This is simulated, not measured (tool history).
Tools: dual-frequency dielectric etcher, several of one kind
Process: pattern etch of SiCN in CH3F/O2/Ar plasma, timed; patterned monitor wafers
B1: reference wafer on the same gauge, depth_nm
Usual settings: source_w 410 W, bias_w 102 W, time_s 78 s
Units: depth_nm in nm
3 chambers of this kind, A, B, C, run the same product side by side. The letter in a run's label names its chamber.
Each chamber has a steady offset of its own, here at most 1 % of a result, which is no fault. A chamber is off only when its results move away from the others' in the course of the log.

run 1B hour=10.4 | source_w=410 bias_w=102 time_s=78 | B1=35.689 | depth_nm=33.835
run 2C hour=20.8 | source_w=410 bias_w=102 time_s=78 | B1=35.654 | depth_nm=33.184
run 3A hour=26.4 | source_w=410 bias_w=102 time_s=78 | B1=35.684 | depth_nm=33.568
run 4A hour=31.9 | source_w=410 bias_w=102 time_s=78 | B1=35.696 | depth_nm=33.552
run 5C hour=39.6 | source_w=410 bias_w=102 time_s=78 | B1=35.717 | depth_nm=33.2
run 6B hour=46 | source_w=410 bias_w=102 time_s=78 | B1=35.647 | depth_nm=33.719
run 7A hour=54.6 | source_w=410 bias_w=102 time_s=78 | B1=35.684 | depth_nm=33.316
-- hour=58.7 chamber C: wet clean of the chamber
run 8C hour=63.9 | source_w=410 bias_w=102 time_s=78 | B1=35.712 | depth_nm=32.333
run 9B hour=73.1 | source_w=410 bias_w=102 time_s=78 | B1=35.703 | depth_nm=33.795
run 10A hour=80.5 | source_w=370 bias_w=102 time_s=78 | B1=35.726 | depth_nm=32.093
run 11B hour=89.8 | source_w=370 bias_w=102 time_s=78 | B1=35.741 | depth_nm=32.668
run 12C hour=96 | source_w=370 bias_w=102 time_s=78 | B1=35.637 | depth_nm=30.641
run 13C hour=103.2 | source_w=410 bias_w=102 time_s=78 | B1=35.685 | depth_nm=32.049
-- hour=112.3 chamber B: wet clean of the chamber
run 14B hour=113.3 | source_w=410 bias_w=102 time_s=78 | B1=35.699 | depth_nm=34.006
run 15A hour=121.2 | source_w=410 bias_w=102 time_s=78 | B1=35.718 | depth_nm=33.512
run 16C hour=129 | source_w=410 bias_w=102 time_s=78 | B1=35.759 | depth_nm=31.754
run 17A hour=134.2 | source_w=410 bias_w=120 time_s=91.5 | B1=35.693 | depth_nm=41.937
-- hour=140.5 chamber A: wet clean of the chamber
run 18B hour=142.8 | source_w=410 bias_w=120 time_s=91.5 | B1=35.692 | depth_nm=41.812
run 19B hour=147.6 | source_w=410 bias_w=120 time_s=91.5 | B1=35.666 | depth_nm=41.892
-- hour=152.9 chamber A: bias power generator calibrated
run 20A hour=154.4 | source_w=410 bias_w=102 time_s=78 | B1=35.694 | depth_nm=33.381
run 21C hour=163.9 | source_w=410 bias_w=102 time_s=78 | B1=35.757 | depth_nm=31.998
run 22A hour=172.5 | source_w=410 bias_w=102 time_s=78 | B1=35.763 | depth_nm=33.266
run 23B hour=177 | source_w=410 bias_w=102 time_s=78 | B1=35.715 | depth_nm=33.75

Is one chamber off against the others, does the gauge drift, or is nothing wrong? If a chamber is off, say which, and what the likeliest cause is.

A service left chamber C off against the others.
Cause: etch rate under this chamber's usual, % = 4.06.

Here are 4 candidates for chamber C's next run, each the usual settings with a change, their results left as question marks. Which one brings its results back in line with what the others give on the usual settings?
In line means no further than this from the other chambers' mean on the usual settings: depth_nm 0.66 nm
run 24C-1 hour=184.6 | source_w=410 bias_w=103 time_s=81 | depth_nm=?
run 24C-2 hour=184.6 | source_w=410 bias_w=102 time_s=78.5 | depth_nm=?
run 24C-3 hour=184.6 | source_w=410 bias_w=102 time_s=77.5 | depth_nm=?
run 24C-4 hour=184.6 | source_w=410 bias_w=90 time_s=78 | depth_nm=?

The other chambers' mean on the usual settings: depth_nm 33.526 nm
run=24C-1 depth_nm=33.491
run=24C-2 depth_nm=32.338
run=24C-3 depth_nm=31.926
run=24C-4 depth_nm=30.667
24C-1 brings the chamber back in line.
